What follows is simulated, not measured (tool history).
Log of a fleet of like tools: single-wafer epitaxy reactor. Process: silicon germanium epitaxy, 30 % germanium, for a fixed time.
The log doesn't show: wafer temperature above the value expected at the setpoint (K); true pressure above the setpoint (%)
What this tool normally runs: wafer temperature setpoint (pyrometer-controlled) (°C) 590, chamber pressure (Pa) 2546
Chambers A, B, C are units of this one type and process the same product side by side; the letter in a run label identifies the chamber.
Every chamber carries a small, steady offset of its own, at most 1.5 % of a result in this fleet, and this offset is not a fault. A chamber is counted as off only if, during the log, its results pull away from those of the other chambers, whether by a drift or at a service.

run   hour  wafer temperature setpoint (pyrometer-controlled) (°C)  chamber pressure (Pa)  hours since the last pyrometer calibration  hours since the last manometer calibration  read-back reference wafer on the same gauge, thickness_nm  mean film thickness on the monitor wafer (Å)
 1B    8.7                                                     590                   2546                                         486                                       502.9                                                     49.883                                        485.95
 2A   16.8                                                     590                   2546                                        1333                                        54.1                                                     49.846                                        479.29
 3C   26.5                                                     590                   2546                                       528.9                                       777.8                                                     49.846                                        485.31
 4B   36.2                                                     590                   2546                                       513.5                                       530.4                                                     49.901                                        490.91
 5C   41.3                                                     590                   2546                                       543.7                                       792.6                                                     49.927                                        480.64
 6A   47.9                                                     590                   2546                                      1364.1                                        85.2                                                      49.84                                        476.61
 7C   54.3                                                     590                   2546                                       556.7                                       805.6                                                     49.921                                        483.35
 8A   60.5                                                     590                   2546                                      1376.7                                        97.8                                                     49.894                                        478.32
 9B   68.4                                                     590                   2546                                       545.7                                       562.6                                                     49.913                                        487.72
10B   78.7                                                     590                   2546                                         556                                       572.9                                                      49.94                                        483.37
11C     89                                                     590                   2546                                       591.4                                       840.3                                                     49.972                                        487.24
12A   97.2                                                     590                   2546                                      1413.4                                       134.5                                                     49.887                                        472.41
13B    105                                                     590                   2040                                       582.3                                       599.2                                                     49.896                                        449.19
14C  110.2                                                     590                   2040                                       612.6                                       861.5                                                     49.866                                        451.52
15A    115                                                     590                   2040                                      1431.2                                       152.3                                                     49.924                                        440.17
16B  123.7                                                     590                   2546                                         601                                       617.9                                                      49.97                                         487.8
17C  134.1                                                     590                   2546                                       636.5                                       885.4                                                     49.824                                        491.16
18A  138.8                                                     590                   2546                                        1455                                       176.1                                                     49.923                                         474.3
19A  147.8                                                     590                   2546                                        1464                                       185.1                                                     49.921                                        477.03
20B  153.3                                                     590                   2546                                       630.6                                       647.5                                                     49.938                                         486.7
21C    161                                                     590                   2546                                       663.4                                       912.3                                                     49.909                                        495.43
22B  166.3                                                     590                   1933                                       643.6                                       660.5                                                     49.865                                        436.93
23C  174.3                                                     590                   1933                                       676.7                                       925.6                                                     49.872                                        444.12
24A  182.4                                                     590                   1933                                      1498.6                                       219.7                                                     49.887                                        426.89
25B    193                                                     590                   2546                                       670.3                                       687.2                                                     49.877                                        483.29
26A  202.8                                                     590                   2546                                        1519                                       240.1                                                     49.867                                        476.23
27C  207.9                                                     590                   2546                                       710.3                                       959.2                                                     49.866                                         498.3

Read the log: is a single chamber off, either drifting away or since a service, is the gauge that measures every chamber drifting, or is nothing wrong beyond small per-chamber offsets? Name any odd chamber and what most likely caused it.

It is chamber C that slowly wanders off from its peers.
Cause: wafer temperature above the value expected at the setpoint (K) = 1.96.
The log might look much the same if the cause were instead: true pressure above the setpoint (%).

Below are 4 candidate recipes for chamber C's next run, each the usual settings with a change, their results shown as question marks. Which of them brings C's results back in line with what the other chambers give on the usual settings?
Maximum distance from the other chambers' mean on the usual settings for a result to count as in line: mean film thickness on the monitor wafer (Å) 7.5
28C-1  215.6                                                     588                   2520                                                                                                                                                                                                ?
28C-2  215.6                                                     590                   2493                                                                                                                                                                                                ?
28C-3  215.6                                                     590                   2600                                                                                                                                                                                                ?
28C-4  215.6                                                     592                   2546                                                                                                                                                                                                ?

The other chambers' mean on the usual settings: mean film thickness on the monitor wafer (Å) 482.31
  run  mean film thickness on the monitor wafer (Å)
28C-1                                        479.59
28C-2                                         495.7
28C-3                                        504.01
28C-4                                        518.76
With 28C-1, the chamber falls back in line with the rest.

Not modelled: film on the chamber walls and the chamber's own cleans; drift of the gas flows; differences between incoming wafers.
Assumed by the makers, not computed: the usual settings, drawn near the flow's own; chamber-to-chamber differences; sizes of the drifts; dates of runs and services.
